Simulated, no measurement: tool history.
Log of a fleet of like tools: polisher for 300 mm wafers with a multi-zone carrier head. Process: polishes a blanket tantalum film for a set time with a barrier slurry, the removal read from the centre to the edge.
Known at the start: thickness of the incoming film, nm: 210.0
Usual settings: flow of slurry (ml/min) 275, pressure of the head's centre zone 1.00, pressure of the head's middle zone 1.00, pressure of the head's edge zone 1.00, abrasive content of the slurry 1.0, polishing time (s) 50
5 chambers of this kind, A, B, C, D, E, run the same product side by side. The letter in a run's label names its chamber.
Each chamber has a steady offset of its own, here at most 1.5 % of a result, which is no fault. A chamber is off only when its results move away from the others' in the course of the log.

run	hour	flow of slurry (ml/min)	pressure of the head's centre zone	pressure of the head's middle zone	pressure of the head's edge zone	abrasive content of the slurry	polishing time (s)	wafers polished on this pad	hours since the slurry nozzle was cleaned	hours since the centre zone pressure was calibrated	hours since the edge zone pressure was calibrated	film removed at the wafer's centre (angstrom)	film removed at mid-radius (angstrom)	film removed at the wafer's edge (angstrom)
# hour 1.3: chamber E: worn pad replaced by a new one
1D	10.9	275	1.00	1.00	1.00	1.0	50	966	260.0	1454.1	327.0	709.36	735.69	731.65
# hour 21.3: chamber A: worn pad replaced by a new one
2A	24.0	275	1.00	1.00	1.00	1.0	50	42	372.3	447.5	425.5	749.40	721.25	725.12
# hour 32.9: chamber B: worn pad replaced by a new one
# hour 35.1: chamber C: worn pad replaced by a new one
3E	38.4	275	1.00	1.00	1.00	1.0	50	575	328.0	485.7	66.7	723.93	732.05	732.95
# hour 42.6: chamber D: edge zone pressure recalibrated
4C	47.3	275	1.00	1.00	1.00	1.0	50	189	170.9	93.1	137.9	724.57	723.16	734.18
# hour 54.8: chamber D: worn pad replaced by a new one
5B	58.2	275	1.00	1.00	1.00	1.0	50	393	180.2	256.4	523.1	729.50	719.37	738.30
# hour 60.2: chamber D: centre zone pressure recalibrated
6A	67.9	275	1.00	1.08	1.08	1.0	50	723	416.2	491.4	469.4	740.67	770.56	750.69
7B	77.0	275	1.00	1.08	1.08	1.0	50	685	199.0	275.2	541.9	730.88	789.09	765.54
# hour 85.1: chamber E: worn pad replaced by a new one
8E	92.2	275	1.00	1.08	1.08	1.0	50	111	381.8	539.5	120.5	732.84	793.63	757.16
9C	102.9	275	1.00	1.08	1.08	1.0	50	1052	226.5	148.7	193.5	728.73	785.58	772.05
# hour 109.5: chamber A: worn pad replaced by a new one
10D	111.1	275	1.00	1.08	1.08	1.0	50	874	360.2	51.0	68.6	708.59	773.64	770.46
11C	124.3	275	0.91	1.00	1.00	1.0	50	1383	247.9	170.1	214.9	655.68	720.25	741.24
# hour 125.6: chamber B: worn pad replaced by a new one
12B	136.7	275	0.91	1.00	1.00	1.0	50	172	258.7	334.9	601.6	650.26	733.26	738.73
# hour 140.1: chamber C: worn pad replaced by a new one
13A	148.2	275	0.91	1.00	1.00	1.0	50	600	496.5	571.7	549.7	660.80	724.72	721.35
# hour 154.7: chamber D: worn pad replaced by a new one
14D	161.0	275	0.91	1.00	1.00	1.0	50	98	410.1	100.9	118.5	657.20	723.61	739.27
15E	176.2	275	0.91	1.00	1.00	1.0	50	1414	465.8	623.5	204.5	657.35	710.29	736.75
# hour 183.1: chamber E: worn pad replaced by a new one
16E	185.3	275	1.00	1.00	1.00	1.0	50	34	474.9	632.6	213.6	731.79	736.36	730.88
17A	192.8	275	1.00	1.00	1.00	1.0	50	1292	541.1	616.3	594.3	723.90	733.34	715.78
# hour 202.4: chamber A: worn pad replaced by a new one
18B	203.1	275	1.00	1.00	1.00	1.0	50	1202	325.1	401.3	668.0	722.70	731.12	728.60
# hour 212.7: chamber B: worn pad replaced by a new one
19D	218.7	275	1.00	1.00	1.00	1.0	50	993	467.8	158.6	176.2	719.53	725.01	727.28
20C	227.7	275	1.00	1.00	1.00	1.0	50	1359	351.3	273.5	318.3	715.17	720.16	742.51
# hour 232.9: chamber C: worn pad replaced by a new one
21A	238.3	275	1.00	1.00	1.00	1.0	50	557	586.6	661.8	639.8	731.27	721.43	720.37
# hour 241.9: chamber E: slurry nozzle cleaned
# hour 244.2: chamber D: worn pad replaced by a new one
# hour 250.3: chamber D: slurry nozzle cleaned
22C	250.9	275	1.00	1.00	1.00	1.0	50	280	374.5	296.7	341.5	708.86	724.15	725.47
23E	259.1	275	1.00	1.00	1.00	1.0	50	1179	17.2	706.4	287.4	738.21	728.53	741.29
# hour 272.9: chamber E: centre zone pressure recalibrated
24B	274.0	275	1.00	1.00	1.00	1.0	50	950	396.0	472.2	738.9	721.12	722.01	723.88
# hour 279.1: chamber E: worn pad replaced by a new one
25D	285.7	275	1.00	1.00	1.00	1.0	50	644	35.4	225.6	243.2	711.47	724.24	729.73
# hour 290.4: chamber A: worn pad replaced by a new one
# hour 297.8: chamber B: worn pad replaced by a new one
26A	301.2	275	1.00	1.00	1.00	1.0	33	168	649.5	724.7	702.7	469.52	478.21	474.06
27D	311.0	275	1.00	1.00	1.00	1.0	33	1036	60.7	250.9	268.5	466.90	473.67	488.61
28B	319.4	275	1.00	1.00	1.00	1.0	33	335	441.4	517.6	784.3	486.52	486.79	478.69
29E	327.4	275	1.00	1.00	1.00	1.0	33	749	85.5	54.5	355.7	478.10	478.12	482.90
# hour 334.2: chamber B: slurry nozzle cleaned
# hour 341.4: chamber A: slurry nozzle cleaned
# hour 342.8: chamber C: worn pad replaced by a new one
30C	343.5	275	1.00	1.00	1.00	1.0	33	11	467.1	389.3	434.1	472.73	484.47	478.54
31E	350.8	275	1.00	1.00	1.00	1.0	50	1112	108.9	77.9	379.1	719.14	727.80	736.62
# hour 351.6: chamber D: worn pad replaced by a new one
32B	358.0	275	1.00	1.00	1.00	1.0	50	934	23.8	556.2	822.9	735.64	738.05	723.53
33C	370.0	275	1.00	1.00	1.00	1.0	50	422	493.6	415.8	460.6	724.13	726.73	737.46
# hour 379.7: chamber E: worn pad replaced by a new one
34D	380.6	275	1.08	1.00	1.00	0.8	50	450	130.3	320.5	338.1	737.58	682.43	691.16
# hour 381.8: chamber D: edge zone pressure recalibrated
35A	395.6	275	1.08	1.00	1.00	0.8	50	1632	54.3	819.1	797.1	736.48	679.34	679.03
# hour 400.0: chamber A: worn pad replaced by a new one
36D	407.7	275	1.08	1.00	1.00	0.8	50	871	157.4	347.6	25.9	722.61	677.37	682.49
# hour 409.1: chamber B: worn pad replaced by a new one
# hour 420.5: chamber B: centre zone pressure recalibrated
37B	422.5	275	1.08	1.00	1.00	0.8	50	208	88.3	2.0	887.4	738.49	674.02	674.39
# hour 428.6: chamber C: worn pad replaced by a new one
# hour 429.1: chamber A: centre zone pressure recalibrated
38E	438.1	275	1.08	1.00	1.00	0.8	50	906	196.2	165.2	466.4	742.70	685.07	680.34
39A	447.4	275	1.00	1.00	1.10	1.0	50	735	106.1	18.3	848.9	728.25	728.91	755.35
# hour 452.4: chamber D: worn pad replaced by a new one
40C	457.2	275	1.00	1.00	1.10	1.0	50	444	580.8	503.0	547.8	722.20	721.75	771.72
# hour 470.5: chamber E: worn pad replaced by a new one
41D	471.4	275	1.00	1.00	1.10	1.0	50	294	221.1	411.3	89.6	719.29	719.31	775.34
42E	487.3	275	1.00	1.00	1.10	1.0	50	261	245.4	214.4	515.6	736.72	722.85	756.24

What goes on in this fleet: one chamber off, a drifting gauge, or nothing beyond the chambers' own small offsets? Name the chamber and the cause, if any.

No chamber stands off beyond its own small offset, and the gauge holds steady.
